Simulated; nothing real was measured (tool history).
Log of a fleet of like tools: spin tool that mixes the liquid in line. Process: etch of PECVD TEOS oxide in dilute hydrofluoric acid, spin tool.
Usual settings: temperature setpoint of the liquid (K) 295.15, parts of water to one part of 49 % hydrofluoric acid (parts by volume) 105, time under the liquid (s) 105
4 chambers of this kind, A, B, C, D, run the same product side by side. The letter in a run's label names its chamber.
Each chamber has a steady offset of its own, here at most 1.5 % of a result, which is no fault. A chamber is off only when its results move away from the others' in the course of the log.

| run | hour | temperature setpoint of the liquid (K) | parts of water to one part of 49 % hydrofluoric acid (parts by volume) | time under the liquid (s) | read-back film thickness of the PECVD TEOS oxide reference wafer, read on the same gauge (nm) | thickness taken off the PECVD TEOS oxide on a monitor wafer (angstrom) |
|---|---|---|---|---|---|---|
| 1C | 7.4 | 295.15 | 105 | 105 | 30.004 | 229.24 |
| 2A | 14.5 | 295.15 | 105 | 105 | 30.009 | 228.32 |
| 3D | 22.1 | 295.15 | 105 | 105 | 30.005 | 229.65 |
| 4B | 26.1 | 295.15 | 105 | 105 | 29.996 | 235.62 |
| 5B | 31.4 | 295.15 | 105 | 165 | 30.005 | 365.47 |
| 6A | 40.3 | 295.15 | 105 | 165 | 30.010 | 364.32 |
| 7D | 47.8 | 295.15 | 105 | 165 | 29.974 | 361.28 |
| 8C | 56.8 | 295.15 | 105 | 165 | 29.998 | 363.27 |
| 9C | 63.4 | 295.15 | 105 | 105 | 29.986 | 230.01 |
| 10B | 69.8 | 295.15 | 105 | 105 | 30.013 | 237.11 |
| 11A | 77.9 | 295.15 | 105 | 105 | 29.999 | 227.94 |
| 12D | 85.9 | 295.15 | 105 | 105 | 29.963 | 229.19 |
| 13C | 91.3 | 295.15 | 105 | 105 | 29.989 | 229.32 |
| 14D | 98.2 | 295.15 | 105 | 105 | 29.988 | 230.84 |
| 15A | 103.6 | 295.15 | 105 | 105 | 30.005 | 227.99 |
| 16B | 109.5 | 297.15 | 130 | 105 | 30.004 | 197.52 |
| 17A | 115.0 | 297.15 | 130 | 105 | 29.971 | 196.40 |
| 18C | 120.8 | 297.15 | 130 | 105 | 30.008 | 199.27 |
| 19D | 129.6 | 297.15 | 130 | 105 | 29.983 | 191.56 |
| 20B | 135.5 | 295.15 | 105 | 105 | 29.977 | 232.71 |
| 21C | 140.7 | 295.15 | 105 | 105 | 30.016 | 232.92 |
| 22D | 148.4 | 293.15 | 105 | 55 | 30.013 | 110.69 |
| 23B | 155.4 | 293.15 | 105 | 55 | 30.006 | 112.86 |
| 24A | 159.7 | 293.15 | 105 | 55 | 29.984 | 111.24 |
| 25B | 167.9 | 293.15 | 105 | 55 | 30.003 | 111.61 |
| 26A | 173.8 | 295.15 | 105 | 105 | 29.964 | 228.91 |
| 27C | 180.4 | 295.15 | 105 | 105 | 29.980 | 229.46 |
| 28D | 188.2 | 295.15 | 105 | 105 | 29.996 | 231.05 |
| 29C | 195.9 | 295.15 | 105 | 105 | 29.998 | 230.75 |

What goes on in this fleet: one chamber off, a drifting gauge, or nothing beyond the chambers' own small offsets? Name the chamber and the cause, if any.

No chamber stands off beyond its own small offset, and the gauge holds steady.

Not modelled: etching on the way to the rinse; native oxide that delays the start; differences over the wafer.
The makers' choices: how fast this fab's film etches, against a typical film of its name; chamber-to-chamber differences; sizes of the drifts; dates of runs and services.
